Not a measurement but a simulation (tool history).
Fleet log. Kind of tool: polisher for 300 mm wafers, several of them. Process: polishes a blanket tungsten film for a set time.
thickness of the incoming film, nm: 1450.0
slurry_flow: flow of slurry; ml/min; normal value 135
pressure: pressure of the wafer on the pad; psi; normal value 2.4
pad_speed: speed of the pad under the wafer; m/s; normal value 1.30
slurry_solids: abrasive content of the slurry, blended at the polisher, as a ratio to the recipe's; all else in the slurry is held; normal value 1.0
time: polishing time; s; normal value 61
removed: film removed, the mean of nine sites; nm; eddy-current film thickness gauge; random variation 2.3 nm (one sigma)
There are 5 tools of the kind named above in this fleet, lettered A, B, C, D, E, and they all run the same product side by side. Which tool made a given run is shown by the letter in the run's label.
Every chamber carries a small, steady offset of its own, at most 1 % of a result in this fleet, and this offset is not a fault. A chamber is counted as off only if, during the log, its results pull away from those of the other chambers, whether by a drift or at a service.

run   hour  slurry_flow  pressure  pad_speed  slurry_solids  time  removed
       0.7  -- chamber A: worn pad replaced by a new one
 1B    7.9          135       2.4       1.30            1.0    61   275.59
       9.4  -- chamber B: worn pad replaced by a new one
      10.8  -- chamber B: slurry tank refilled with fresh slurry and peroxide
 2A   21.1          135       2.4       1.30            1.0    61   278.42
      26.5  -- chamber C: slurry blender recalibrated
      27.4  -- chamber E: worn pad replaced by a new one
 3C   34.0          135       2.4       1.30            1.0    61   280.88
      34.8  -- chamber E: slurry tank refilled with fresh slurry and peroxide
      36.3  -- chamber D: slurry tank refilled with fresh slurry and peroxide
      36.3  -- chamber A: slurry tank refilled with fresh slurry and peroxide
      44.0  -- chamber D: slurry blender recalibrated
      48.4  -- chamber B: slurry nozzle cleaned
 4D   48.8          135       2.4       1.30            1.0    61   275.76
      51.4  -- chamber A: slurry blender recalibrated
 5E   59.5          135       2.4       1.30            1.0    61   281.47
 6A   69.1          135       2.4       1.30            1.0    61   277.29
      71.8  -- chamber D: worn pad replaced by a new one
      75.3  -- chamber C: worn pad replaced by a new one
 7C   78.5          135       2.4       1.56            1.0    61   331.54
 8E   88.1          135       2.4       1.56            1.0    61   336.64
 9B   99.6          135       2.4       1.56            1.0    61   330.64
     101.8  -- chamber B: worn pad replaced by a new one
     108.5  -- chamber A: worn pad replaced by a new one
10D  111.8          135       2.4       1.56            1.0    61   335.11
     112.1  -- chamber E: worn pad replaced by a new one
     115.7  -- chamber A: slurry tank refilled with fresh slurry and peroxide
11A  123.5          135       2.4       1.56            1.0    61   333.03
12B  137.7          135       2.4       1.30            1.0    61   277.28
     140.1  -- chamber B: slurry tank refilled with fresh slurry and peroxide
13E  146.8          135       2.4       1.30            1.0    61   282.00
     149.3  -- chamber C: slurry tank refilled with fresh slurry and peroxide
     150.5  -- chamber E: slurry blender recalibrated
     150.9  -- chamber D: worn pad replaced by a new one
     151.8  -- chamber D: slurry tank refilled with fresh slurry and peroxide
14D  157.9          135       2.4       1.30            1.0    61   280.41
15C  169.7          135       2.4       1.30            1.0    61   274.15
     178.6  -- chamber B: slurry blender recalibrated
     180.1  -- chamber E: slurry tank refilled with fresh slurry and peroxide
     180.2  -- chamber C: slurry blender recalibrated
     181.9  -- chamber B: worn pad replaced by a new one
     184.0  -- chamber E: head pressure recalibrated
16B  184.7          135       2.4       1.30            0.7    75   315.92
     198.7  -- chamber C: worn pad replaced by a new one
17E  200.4          135       2.4       1.30            0.7    75   285.83
     204.9  -- chamber E: worn pad replaced by a new one
18D  208.6          135       2.4       1.30            0.7    75   317.75
     212.7  -- chamber A: slurry tank refilled with fresh slurry and peroxide
19A  220.9          135       2.4       1.30            0.7    75   313.35
     221.9  -- chamber A: worn pad replaced by a new one
20C  231.2          135       2.4       1.30            0.7    75   321.18
     245.1  -- chamber D: worn pad replaced by a new one
21B  248.0          135       2.0       1.46            1.0    61   261.32
22D  257.6          135       2.0       1.46            1.0    61   256.33
     267.4  -- chamber B: worn pad replaced by a new one
     267.8  -- chamber B: slurry tank refilled with fresh slurry and peroxide
23A  270.9          135       2.0       1.46            1.0    61   258.19
     281.8  -- chamber D: slurry blender recalibrated
24E  284.5          135       2.0       1.46            1.0    61   238.68
     284.8  -- chamber A: head pressure recalibrated
25C  292.9          135       2.0       1.46            1.0    61   263.61
     296.4  -- chamber D: slurry tank refilled with fresh slurry and peroxide
     297.8  -- chamber A: slurry blender recalibrated
     299.9  -- chamber E: worn pad replaced by a new one
26C  303.3          135       2.4       1.30            1.0    61   278.87
27D  310.6          135       2.4       1.30            1.0    61   279.56
     312.3  -- chamber A: slurry tank refilled with fresh slurry and peroxide
     317.1  -- chamber C: worn pad replaced by a new one
28B  319.1          135       2.4       1.30            1.0    48   219.37
     320.0  -- chamber C: slurry blender recalibrated
     320.2  -- chamber C: slurry tank refilled with fresh slurry and peroxide
29A  329.5          135       2.4       1.30            1.0    48   217.77
     331.4  -- chamber B: slurry nozzle cleaned
     332.8  -- chamber A: worn pad replaced by a new one
     333.4  -- chamber D: worn pad replaced by a new one
30E  337.3          135       2.4       1.30            1.0    48   202.12
     339.6  -- chamber E: slurry tank refilled with fresh slurry and peroxide
31D  352.0          135       2.4       1.30            1.0    48   215.84
     359.6  -- chamber B: worn pad replaced by a new one
32C  361.3          135       2.4       1.30            1.0    48   220.92
     369.7  -- chamber E: slurry blender recalibrated
33A  373.6          135       2.4       1.30            1.0    61   280.85
     377.7  -- chamber E: slurry nozzle cleaned
     382.8  -- chamber D: head pressure recalibrated
34E  388.1          135       2.4       1.30            1.0    61   253.15
     388.2  -- chamber B: head pressure recalibrated
     388.9  -- chamber E: worn pad replaced by a new one
     392.1  -- chamber A: slurry tank refilled with fresh slurry and peroxide
35B  396.2          135       2.4       1.30            1.0    61   281.03
     403.1  -- chamber B: slurry tank refilled with fresh slurry and peroxide
36E  407.7          135       2.4       1.30            1.0    61   250.32
     410.1  -- chamber D: worn pad replaced by a new one
37A  423.7          135       2.0       1.14            1.0    61   203.47
38B  436.3          135       2.0       1.14            1.0    61   203.05
     443.3  -- chamber D: slurry tank refilled with fresh slurry and peroxide
39D  447.2          135       2.0       1.14            1.0    61   202.03

What goes on in this fleet: one chamber off, a drifting gauge, or nothing beyond the chambers' own small offsets? Name the chamber and the cause, if any.

A service left chamber E off against the others.
Most likely cause: head's pressure below its setpoint, % = 9.66.

Which of the 4 candidates below, each the usual settings with something changed and its results left as question marks, puts chamber E back in line with what the other chambers give on the usual settings?
In line means no further than this from the other chambers' mean on the usual settings: removed 7.90 nm
40E-1  459.2          135       2.4       1.28            1.0    60        ?
40E-2  459.2          135       2.4       1.36            1.0    61        ?
40E-3  459.2          135       2.5       1.34            1.0    62        ?
40E-4  459.2          135       2.3       1.26            1.0    60        ?

Other chambers, usual settings, mean: removed 277.65 nm
  run  removed
40E-1   244.53
40E-2   264.21
40E-3   275.67
40E-4   230.60
It is 40E-3 that realigns the chamber with its peers.
